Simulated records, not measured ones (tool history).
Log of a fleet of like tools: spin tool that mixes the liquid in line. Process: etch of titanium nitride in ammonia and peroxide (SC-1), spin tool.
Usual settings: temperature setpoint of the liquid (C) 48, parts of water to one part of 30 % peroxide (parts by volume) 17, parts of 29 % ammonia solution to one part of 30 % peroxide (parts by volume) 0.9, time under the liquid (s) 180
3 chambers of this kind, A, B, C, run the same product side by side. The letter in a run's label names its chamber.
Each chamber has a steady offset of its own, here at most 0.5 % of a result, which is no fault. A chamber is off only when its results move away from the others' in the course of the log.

run,hour,temperature setpoint of the liquid (C),parts of water to one part of 30 % peroxide (parts by volume),parts of 29 % ammonia solution to one part of 30 % peroxide (parts by volume),time under the liquid (s),hours since the thermometer was replaced,hours since the ammonia flow meter was replaced,hours since the heated supply line was repaired,hours since the drum of ammonia solution was connected,"read-back film thickness of the titanium nitride reference wafer, read on the same gauge (nm)",thickness taken off the titanium nitride on a monitor wafer (Å)
1A,5,48,17,0.9,180,211.6,1720.3,929.2,110.2,140.01,48.772
2C,10.4,48,17,0.9,180,566.1,478.8,2497.5,344.3,139.94,48.534
3B,14.4,48,17,0.9,180,1039.5,399.2,2230.2,16.6,140.05,49.24
4A,19.2,48,17,0.9,180,225.8,1734.5,943.4,124.4,139.98,48.203
5C,24.7,48,17,0.9,180,580.4,493.1,2511.8,358.6,140.01,48.947
6B,30,48,17,0.9,180,1055.1,414.8,2245.8,32.2,140,49.038
7C,33.7,48,17,0.9,180,589.4,502.1,2520.8,367.6,140.02,48.354
8A,36.8,48,17,0.9,180,243.4,1752.1,961,142,139.94,48.56
9B,39.6,48,17,0.9,180,1064.7,424.4,2255.4,41.8,140.03,48.872
# hour 41: chamber C: heated supply line repaired
10B,44.3,48,17,0.9,180,1069.4,429.1,2260.1,46.5,139.98,49.068
11C,48.2,48,17,0.9,180,603.9,516.6,7.3,382.1,139.97,48.02
12A,51.9,48,17,0.9,180,258.5,1767.2,976.1,157.1,140,48.91
13C,57.2,48,17,0.9,180,612.9,525.6,16.3,391.1,140.04,48.853
14A,60.4,48,17,0.9,180,267,1775.7,984.6,165.6,139.96,48.59
# hour 65: chamber C: new drum of ammonia solution connected
15B,65.9,48,17,0.55,180,1091,450.7,2281.7,68.1,139.98,43.727
16C,69.4,48,17,0.55,180,625.1,537.8,28.5,4.4,140.04,44.562
17B,72.9,48,17,0.55,180,1098,457.7,2288.7,75.1,139.98,43.414
18A,75.5,48,17,0.9,180,282.1,1790.8,999.7,180.7,140.01,48.361
19C,78.1,48,17,0.9,80,633.8,546.5,37.2,13.1,140.06,21.875
20A,81.5,48,17,0.9,80,288.1,1796.8,1005.7,186.7,140.02,21.53
21B,86.3,48,17,0.9,80,1111.4,471.1,2302.1,88.5,139.99,21.341
22C,91.6,48,17,0.9,180,647.3,560,50.7,26.6,139.92,49.09
23B,97.4,48,17,0.9,180,1122.5,482.2,2313.2,99.6,139.95,47.456
24A,101.3,48,17,0.9,180,307.9,1816.6,1025.5,206.5,140.01,48.834
25B,104.6,48,17,0.9,180,1129.7,489.4,2320.4,106.8,139.99,47.81
26A,109.5,48,17,0.9,180,316.1,1824.8,1033.7,214.7,139.98,49.161
27C,114.1,48,17,0.9,180,669.8,582.5,73.2,49.1,140.03,48.717
28C,117.6,48,17,0.9,180,673.3,586,76.7,52.6,140.01,48.994
29B,120.3,48,17,0.9,180,1145.4,505.1,2336.1,122.5,140.01,47.745
30A,124.2,48,17,0.9,180,330.8,1839.5,1048.4,229.4,139.98,49.086
31B,129.5,48,17,0.9,180,1154.6,514.3,2345.3,131.7,140.02,46.67
32C,134.7,48,17,0.9,180,690.4,603.1,93.8,69.7,140,48.643
33A,138,48,17,0.9,180,344.6,1853.3,1062.2,243.2,140.02,48.299
34C,143.3,48,17,0.9,180,699,611.7,102.4,78.3,139.99,49.125
35A,146.2,48,17,0.9,180,352.8,1861.5,1070.4,251.4,139.99,48.785
36B,151.7,48,17,0.9,180,1176.8,536.5,2367.5,153.9,140.01,46.026
37C,156.8,48,17,0.9,180,712.5,625.2,115.9,91.8,139.97,48.823
38A,160.4,48,17,0.9,180,367,1875.7,1084.6,265.6,139.99,48.388
39B,164.6,48,17,0.9,180,1189.7,549.4,2380.4,166.8,140,45.787
40A,169.2,48,17,0.9,180,375.8,1884.5,1093.4,274.4,140.02,48.497
41C,173.3,48,17,0.9,180,729,641.7,132.4,108.3,140.01,48.526
42B,175.8,48,17,0.9,180,1200.9,560.6,2391.6,178,140,45.449
43B,180.3,48,17,0.9,180,1205.4,565.1,2396.1,182.5,140.02,45.698
44C,184.7,48,17,0.9,180,740.4,653.1,143.8,119.7,140.03,48.735

What goes on in this fleet: one chamber off, a drifting gauge, or nothing beyond the chambers' own small offsets? Name the chamber and the cause, if any.

Chamber B drifts away from the others.
Cause: temperature lost on the way to the wafer (K) = 1.09.
The log may not tell that from: liquid colder than its thermometer reads (K).

Here are 4 candidates for chamber B's next run, each the usual settings with a change, their results left as question marks. Which one brings its results back in line with what the others give on the usual settings?
In line means no further than this from the other chambers' mean on the usual settings: thickness taken off the titanium nitride on a monitor wafer (Å) 1.3
45B-1,188.9,48,17,1.05,180,,,,,,?
45B-2,188.9,49,17,0.9,180,,,,,,?
45B-3,188.9,47.5,17,0.9,180,,,,,,?
45B-4,188.9,48,19.5,0.9,180,,,,,,?

The other chambers' mean on the usual settings: thickness taken off the titanium nitride on a monitor wafer (Å) 48.766
run,thickness taken off the titanium nitride on a monitor wafer (Å)
45B-1,46.257
45B-2,48.359
45B-3,43.479
45B-4,41.85
45B-2 brings the chamber back in line.
